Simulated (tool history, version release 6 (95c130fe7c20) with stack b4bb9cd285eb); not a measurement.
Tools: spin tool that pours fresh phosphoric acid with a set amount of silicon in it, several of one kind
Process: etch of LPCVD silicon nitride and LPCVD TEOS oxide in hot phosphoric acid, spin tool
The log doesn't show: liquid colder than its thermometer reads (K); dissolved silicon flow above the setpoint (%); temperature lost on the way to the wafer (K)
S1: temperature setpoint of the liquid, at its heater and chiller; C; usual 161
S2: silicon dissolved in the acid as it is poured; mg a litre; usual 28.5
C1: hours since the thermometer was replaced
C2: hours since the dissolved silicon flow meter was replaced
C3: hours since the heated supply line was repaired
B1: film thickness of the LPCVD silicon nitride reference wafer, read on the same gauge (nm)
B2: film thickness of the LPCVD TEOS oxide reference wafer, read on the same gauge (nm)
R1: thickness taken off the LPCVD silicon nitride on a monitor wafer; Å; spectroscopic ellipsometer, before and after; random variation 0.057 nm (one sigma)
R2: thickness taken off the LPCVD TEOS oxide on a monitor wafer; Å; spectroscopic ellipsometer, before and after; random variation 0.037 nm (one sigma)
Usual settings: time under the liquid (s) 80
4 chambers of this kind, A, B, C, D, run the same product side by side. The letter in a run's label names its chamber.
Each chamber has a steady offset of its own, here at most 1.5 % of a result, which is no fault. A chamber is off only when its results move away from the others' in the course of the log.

{"run": "1D", "day": 0.258, "S1": 161, "S2": 28.5, "time under the liquid (s)": 80, "C1": 782.7, "C2": 253.8, "C3": 1509.2, "B1": 100.01, "B2": 140.01, "R1": 59.862, "R2": 2.1338}
{"run": "2C", "day": 0.496, "S1": 161, "S2": 28.5, "time under the liquid (s)": 80, "C1": 947.0, "C2": 2401.1, "C3": 2458.3, "B1": 100.01, "B2": 139.98, "R1": 61.442, "R2": 2.6124}
{"run": "3A", "day": 0.717, "S1": 161, "S2": 28.5, "time under the liquid (s)": 80, "C1": 1175.5, "C2": 476.7, "C3": 2238.7, "B1": 99.988, "B2": 139.98, "R1": 59.969, "R2": 2.6075}
{"run": "4B", "day": 0.896, "S1": 161, "S2": 28.5, "time under the liquid (s)": 80, "C1": 389.3, "C2": 734.7, "C3": 1433.4, "B1": 100.02, "B2": 140.0, "R1": 58.994, "R2": 3.2432}
{"run": "5C", "day": 1.046, "S1": 161, "S2": 28.5, "time under the liquid (s)": 80, "C1": 960.2, "C2": 2414.3, "C3": 2471.5, "B1": 100.0, "B2": 140.02, "R1": 60.766, "R2": 2.8988}
{"run": "6A", "day": 1.275, "S1": 161, "S2": 28.5, "time under the liquid (s)": 80, "C1": 1188.9, "C2": 490.1, "C3": 2252.1, "B1": 100.02, "B2": 139.99, "R1": 60.021, "R2": 3.3024}
{"run": "7B", "day": 1.517, "S1": 161, "S2": 38.5, "time under the liquid (s)": 125, "C1": 404.2, "C2": 749.6, "C3": 1448.3, "B1": 99.977, "B2": 140.0, "R1": 94.025, "R2": 2.7994}
{"run": "8D", "day": 1.7, "S1": 161, "S2": 38.5, "time under the liquid (s)": 125, "C1": 817.3, "C2": 288.4, "C3": 1543.8, "B1": 99.985, "B2": 140.01, "R1": 93.97, "R2": 3.3367}
{"day": 1.742, "done": "chamber C: dissolved silicon flow meter replaced"}
{"run": "9B", "day": 1.854, "S1": 161, "S2": 38.5, "time under the liquid (s)": 125, "C1": 412.3, "C2": 757.7, "C3": 1456.4, "B1": 100.03, "B2": 139.99, "R1": 95.733, "R2": 1.894}
{"run": "10D", "day": 2.104, "S1": 161, "S2": 38.5, "time under the liquid (s)": 125, "C1": 827.0, "C2": 298.1, "C3": 1553.5, "B1": 99.972, "B2": 140.0, "R1": 94.798, "R2": 1.9363}
{"run": "11C", "day": 2.367, "S1": 161, "S2": 28.5, "time under the liquid (s)": 80, "C1": 991.9, "C2": 15.1, "C3": 2503.2, "B1": 99.98, "B2": 139.99, "R1": 60.96, "R2": 2.0441}
{"run": "12A", "day": 2.546, "S1": 161, "S2": 28.5, "time under the liquid (s)": 80, "C1": 1219.4, "C2": 520.6, "C3": 2282.6, "B1": 100.0, "B2": 140.02, "R1": 60.947, "R2": 2.563}
{"run": "13D", "day": 2.775, "S1": 161, "S2": 15.0, "time under the liquid (s)": 95, "C1": 843.1, "C2": 314.2, "C3": 1569.6, "B1": 100.03, "B2": 140.01, "R1": 70.573, "R2": 5.0398}
{"run": "14C", "day": 3.004, "S1": 161, "S2": 15.0, "time under the liquid (s)": 95, "C1": 1007.2, "C2": 30.4, "C3": 2518.5, "B1": 100.01, "B2": 140.0, "R1": 72.111, "R2": 3.8992}
{"run": "15A", "day": 3.179, "S1": 161, "S2": 15.0, "time under the liquid (s)": 95, "C1": 1234.6, "C2": 535.8, "C3": 2297.8, "B1": 100.0, "B2": 140.0, "R1": 71.69, "R2": 5.5888}
{"run": "16B", "day": 3.408, "S1": 161, "S2": 15.0, "time under the liquid (s)": 95, "C1": 449.6, "C2": 795.0, "C3": 1493.7, "B1": 99.986, "B2": 139.99, "R1": 71.678, "R2": 4.3439}
{"run": "17B", "day": 3.533, "S1": 162, "S2": 6.5, "time under the liquid (s)": 80, "C1": 452.6, "C2": 798.0, "C3": 1496.7, "B1": 100.0, "B2": 140.0, "R1": 62.582, "R2": 4.7204}
{"run": "18C", "day": 3.654, "S1": 162, "S2": 6.5, "time under the liquid (s)": 80, "C1": 1022.8, "C2": 46.0, "C3": 2534.1, "B1": 99.996, "B2": 139.99, "R1": 63.11, "R2": 3.5362}
{"run": "19D", "day": 3.775, "S1": 162, "S2": 6.5, "time under the liquid (s)": 80, "C1": 867.1, "C2": 338.2, "C3": 1593.6, "B1": 100.01, "B2": 139.98, "R1": 63.392, "R2": 4.3076}
{"run": "20A", "day": 3.946, "S1": 162, "S2": 6.5, "time under the liquid (s)": 80, "C1": 1253.0, "C2": 554.2, "C3": 2316.2, "B1": 100.0, "B2": 140.01, "R1": 62.593, "R2": 4.7989}
{"run": "21D", "day": 4.192, "S1": 161, "S2": 28.5, "time under the liquid (s)": 80, "C1": 877.1, "C2": 348.2, "C3": 1603.6, "B1": 100.03, "B2": 139.99, "R1": 60.767, "R2": 2.9002}
{"day": 4.2, "done": "chamber D: heated supply line repaired"}
{"run": "22B", "day": 4.383, "S1": 161, "S2": 28.5, "time under the liquid (s)": 80, "C1": 473.0, "C2": 818.4, "C3": 1517.1, "B1": 99.993, "B2": 139.99, "R1": 60.375, "R2": 3.1149}
{"run": "23A", "day": 4.546, "S1": 161, "S2": 28.5, "time under the liquid (s)": 80, "C1": 1267.4, "C2": 568.6, "C3": 2330.6, "B1": 99.998, "B2": 140.0, "R1": 59.773, "R2": 2.3473}
{"run": "24C", "day": 4.779, "S1": 161, "S2": 28.5, "time under the liquid (s)": 80, "C1": 1049.8, "C2": 73.0, "C3": 2561.1, "B1": 99.987, "B2": 140.01, "R1": 60.999, "R2": 2.9572}
{"run": "25B", "day": 5.0, "S1": 161, "S2": 28.5, "time under the liquid (s)": 80, "C1": 487.8, "C2": 833.2, "C3": 1531.9, "B1": 100.02, "B2": 140.01, "R1": 60.751, "R2": 2.5175}
{"run": "26A", "day": 5.238, "S1": 161, "S2": 28.5, "time under the liquid (s)": 80, "C1": 1284.0, "C2": 585.2, "C3": 2347.2, "B1": 99.986, "B2": 140.01, "R1": 61.594, "R2": 2.3038}
{"run": "27C", "day": 5.375, "S1": 161, "S2": 28.5, "time under the liquid (s)": 80, "C1": 1064.1, "C2": 87.3, "C3": 2575.4, "B1": 99.988, "B2": 140.03, "R1": 61.986, "R2": 3.275}
{"run": "28D", "day": 5.638, "S1": 161, "S2": 44.0, "time under the liquid (s)": 45, "C1": 911.8, "C2": 382.9, "C3": 34.6, "B1": 100.02, "B2": 139.99, "R1": 33.723, "R2": 0.57559}

All 4 chambers run these settings next. Forecast each chamber's results:
{"run": "29A", "day": 5.838, "S1": 161, "S2": 28.5, "time under the liquid (s)": 80, "R1": "?", "R2": "?"}
{"run": "29B", "day": 5.838, "S1": 161, "S2": 28.5, "time under the liquid (s)": 80, "R1": "?", "R2": "?"}
{"run": "29C", "day": 5.838, "S1": 161, "S2": 28.5, "time under the liquid (s)": 80, "R1": "?", "R2": "?"}
{"run": "29D", "day": 5.838, "S1": 161, "S2": 28.5, "time under the liquid (s)": 80, "R1": "?", "R2": "?"}

run=29A R1=61.402 R2=2.05670
run=29B R1=59.702 R2=2.07930
run=29C R1=61.032 R2=2.27510
run=29D R1=60.008 R2=2.54730
